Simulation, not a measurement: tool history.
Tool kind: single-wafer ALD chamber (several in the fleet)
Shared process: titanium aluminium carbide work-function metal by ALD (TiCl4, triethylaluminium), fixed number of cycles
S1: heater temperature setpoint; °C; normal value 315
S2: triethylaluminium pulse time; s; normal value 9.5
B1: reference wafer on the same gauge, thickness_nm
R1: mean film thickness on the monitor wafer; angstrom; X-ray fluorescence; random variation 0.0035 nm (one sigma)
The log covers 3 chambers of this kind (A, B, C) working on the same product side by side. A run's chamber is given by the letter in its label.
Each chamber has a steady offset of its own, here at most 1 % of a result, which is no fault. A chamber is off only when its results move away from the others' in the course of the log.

Run 1B, day 0.354: usual settings; B1 2.0414. Result: R1 21.125 angstrom.
Run 2C, day 0.617: usual settings; B1 2.0407. Result: R1 21.154 angstrom.
Run 3A, day 0.838: usual settings; B1 2.0409. Result: R1 21.357 angstrom.
Run 4C, day 1.296: usual settings; B1 2.0414. Result: R1 21.166 angstrom.
Run 5B, day 1.629: usual settings; B1 2.0418. Result: R1 21.19 angstrom.
Run 6A, day 1.938: usual settings; B1 2.042. Result: R1 21.325 angstrom.
Run 7C, day 2.304: usual settings; B1 2.0428. Result: R1 21.223 angstrom.
Run 8B, day 2.729: usual settings but S1 320 °C, S2 12.68 s; B1 2.0429. Result: R1 22.097 angstrom.
Run 9A, day 3.162: usual settings but S1 320 °C, S2 12.68 s; B1 2.0444. Result: R1 22.366 angstrom.
Run 10A, day 3.433: usual settings but S1 320 °C, S2 12.68 s; B1 2.0443. Result: R1 22.355 angstrom.
Run 11C, day 3.633: usual settings but S1 308 °C, S2 8.25 s; B1 2.0449. Result: R1 20.191 angstrom.
Run 12B, day 3.958: usual settings but S1 308 °C, S2 8.25 s; B1 2.045. Result: R1 20.151 angstrom.
Run 13B, day 4.312: usual settings but S1 308 °C, S2 8.25 s; B1 2.0448. Result: R1 20.098 angstrom.
Run 14C, day 4.533: usual settings; B1 2.0451. Result: R1 21.196 angstrom.
Run 15A, day 4.817: usual settings; B1 2.0457. Result: R1 21.378 angstrom.
Run 16B, day 5.183: usual settings; B1 2.0471. Result: R1 21.226 angstrom.
Run 17A, day 5.454: usual settings; B1 2.0464. Result: R1 21.398 angstrom.
Run 18C, day 5.692: usual settings; B1 2.0466. Result: R1 21.232 angstrom.
Run 19C, day 5.971: usual settings; B1 2.0476. Result: R1 21.193 angstrom.
Run 20B, day 6.229: usual settings; B1 2.0476. Result: R1 21.276 angstrom.
Run 21A, day 6.658: usual settings; B1 2.0484. Result: R1 21.395 angstrom.
Run 22C, day 7.104: usual settings; B1 2.0493. Result: R1 21.252 angstrom.
Run 23A, day 7.346: usual settings; B1 2.0493. Result: R1 21.422 angstrom.
Run 24B, day 7.733: usual settings; B1 2.0493. Result: R1 21.238 angstrom.
Run 25B, day 7.996: usual settings; B1 2.05. Result: R1 21.242 angstrom.
Run 26A, day 8.321: usual settings; B1 2.0503. Result: R1 21.419 angstrom.
Run 27C, day 8.592: usual settings; B1 2.0506. Result: R1 21.237 angstrom.
Run 28C, day 9.012: usual settings; B1 2.0512. Result: R1 21.363 angstrom.
Run 29B, day 9.462: usual settings; B1 2.0514. Result: R1 21.257 angstrom.
At day 9.521: chamber A: triethylaluminium bottle replaced.
Run 30A, day 9.779: usual settings; B1 2.0522. Result: R1 21.448 angstrom.
Run 31B, day 10.1: usual settings; B1 2.053. Result: R1 21.267 angstrom.
Run 32C, day 10.442: usual settings; B1 2.0527. Result: R1 21.349 angstrom.
Run 33A, day 10.688: usual settings; B1 2.054. Result: R1 21.467 angstrom.
Run 34A, day 11.029: usual settings; B1 2.0539. Result: R1 21.523 angstrom.

What goes on in this fleet: one chamber off, a drifting gauge, or nothing beyond the chambers' own small offsets? Name the chamber and the cause, if any.

Every chamber seems to shift together because the gauge that measures them all drifts; the chambers themselves are fine.
Cause: gauge reads high (%) = 0.684.

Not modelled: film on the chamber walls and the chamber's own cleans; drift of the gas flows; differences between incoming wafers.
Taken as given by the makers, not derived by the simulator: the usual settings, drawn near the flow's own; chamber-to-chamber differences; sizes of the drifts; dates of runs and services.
